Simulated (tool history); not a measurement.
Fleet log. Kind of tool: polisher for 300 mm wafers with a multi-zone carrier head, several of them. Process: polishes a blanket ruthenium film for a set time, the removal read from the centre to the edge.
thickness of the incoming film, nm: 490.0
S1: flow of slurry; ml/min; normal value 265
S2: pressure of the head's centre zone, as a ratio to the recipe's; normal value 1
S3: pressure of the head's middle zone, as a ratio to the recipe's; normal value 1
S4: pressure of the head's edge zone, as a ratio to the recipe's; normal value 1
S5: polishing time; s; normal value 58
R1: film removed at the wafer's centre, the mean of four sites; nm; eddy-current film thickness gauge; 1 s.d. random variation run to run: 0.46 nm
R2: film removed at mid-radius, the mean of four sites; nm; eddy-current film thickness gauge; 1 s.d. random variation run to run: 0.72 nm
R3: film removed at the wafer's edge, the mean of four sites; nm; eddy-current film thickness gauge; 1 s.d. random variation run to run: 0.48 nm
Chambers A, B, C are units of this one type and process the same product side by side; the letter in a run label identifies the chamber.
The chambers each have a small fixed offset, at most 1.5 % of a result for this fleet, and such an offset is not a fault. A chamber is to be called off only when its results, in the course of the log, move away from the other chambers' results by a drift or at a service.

run 1B hour=7.2 | S1=265 S2=1 S3=1 S4=1 S5=58 | R1=57.451 R2=57.368 R3=55.838
run 2A hour=14.7 | S1=265 S2=1 S3=1 S4=1 S5=58 | R1=57.332 R2=57.392 R3=56.51
-- hour=19.1 chamber C: worn pad replaced by a new one
run 3C hour=21.4 | S1=265 S2=1 S3=1 S4=1 S5=58 | R1=56.738 R2=56.525 R3=56.667
run 4B hour=25.2 | S1=265 S2=1 S3=1 S4=1 S5=58 | R1=57.594 R2=57.069 R3=56.56
-- hour=29.7 chamber A: worn pad replaced by a new one
run 5A hour=31.6 | S1=265 S2=1 S3=1 S4=1 S5=58 | R1=57.744 R2=56.612 R3=56.665
run 6C hour=35.4 | S1=265 S2=1 S3=1 S4=1 S5=58 | R1=56.268 R2=56.91 R3=57.22
run 7C hour=40.2 | S1=265 S2=1 S3=1 S4=1 S5=58 | R1=56.281 R2=56.675 R3=57.029
run 8B hour=44.5 | S1=265 S2=1 S3=1 S4=1 S5=58 | R1=56.857 R2=56.893 R3=56.876
run 9A hour=51.3 | S1=265 S2=1 S3=1 S4=1 S5=58 | R1=57.393 R2=56.34 R3=56.309
run 10B hour=58.2 | S1=265 S2=1 S3=1 S4=1 S5=58 | R1=56.162 R2=56.384 R3=56.625
run 11A hour=62.5 | S1=265 S2=1 S3=1 S4=1 S5=58 | R1=57.118 R2=58.308 R3=56.598
run 12C hour=69.9 | S1=265 S2=1 S3=1 S4=1 S5=58 | R1=57.271 R2=56.568 R3=57.522
run 13C hour=73.4 | S1=265 S2=1 S3=1 S4=1 S5=58 | R1=57.443 R2=57.725 R3=57.257
-- hour=79.2 chamber A: worn pad replaced by a new one
run 14A hour=81.3 | S1=265 S2=1 S3=1 S4=1 S5=58 | R1=57.509 R2=58.306 R3=56.718
-- hour=83.6 chamber C: worn pad replaced by a new one
run 15B hour=89.3 | S1=265 S2=0.94 S3=1 S4=1 S5=77 | R1=71.074 R2=77.028 R3=75.267
-- hour=91.9 chamber C: slurry nozzle cleaned
run 16B hour=94 | S1=265 S2=0.94 S3=1 S4=1 S5=77 | R1=70.363 R2=75.076 R3=75.285
run 17C hour=100.7 | S1=265 S2=0.94 S3=1 S4=1 S5=77 | R1=70.83 R2=74.594 R3=75.723
run 18A hour=104.8 | S1=265 S2=1 S3=1 S4=1 S5=58 | R1=57.864 R2=57.002 R3=56.877
run 19C hour=112.2 | S1=265 S2=1 S3=1 S4=1 S5=58 | R1=56.39 R2=57.2 R3=57.181
run 20A hour=117.8 | S1=265 S2=1 S3=1 S4=1 S5=58 | R1=57.89 R2=56.317 R3=56.516
run 21B hour=123.7 | S1=265 S2=1 S3=1 S4=1 S5=58 | R1=56.987 R2=58.208 R3=56.095
run 22C hour=129.1 | S1=265 S2=1 S3=1 S4=1 S5=58 | R1=56.704 R2=55.59 R3=57.394
run 23A hour=133.3 | S1=265 S2=1 S3=1 S4=1 S5=58 | R1=56.997 R2=56.356 R3=56.486
run 24B hour=140.1 | S1=265 S2=1 S3=1 S4=1 S5=58 | R1=56.889 R2=57.657 R3=56.067
-- hour=143.5 chamber A: worn pad replaced by a new one
run 25C hour=144.9 | S1=265 S2=1 S3=1 S4=1 S5=58 | R1=57.463 R2=57.008 R3=56.994
run 26A hour=150.4 | S1=265 S2=1.06 S3=1 S4=1 S5=58 | R1=61.042 R2=56.143 R3=56.746
-- hour=153.4 chamber B: worn pad replaced by a new one
run 27B hour=158.3 | S1=265 S2=1.06 S3=1 S4=1 S5=58 | R1=61.061 R2=55.783 R3=56.902
run 28A hour=164 | S1=265 S2=1.06 S3=1 S4=1 S5=58 | R1=61.267 R2=55.451 R3=56.164
run 29B hour=170 | S1=265 S2=1 S3=1 S4=1 S5=58 | R1=57.425 R2=56.648 R3=56.306

All chambers now run identical settings, listed one chamber a line with results as question marks. What results will each chamber show?
run 30A hour=175.8 | S1=265 S2=1 S3=1 S4=1 S5=58 | R1=? R2=? R3=?
run 30B hour=175.8 | S1=265 S2=1 S3=1 S4=1 S5=58 | R1=? R2=? R3=?
run 30C hour=175.8 | S1=265 S2=1 S3=1 S4=1 S5=58 | R1=? R2=? R3=?

run=30A R1=57.878 R2=56.808 R3=56.115
run=30B R1=57.629 R2=56.364 R3=56.476
run=30C R1=56.761 R2=56.641 R3=56.763
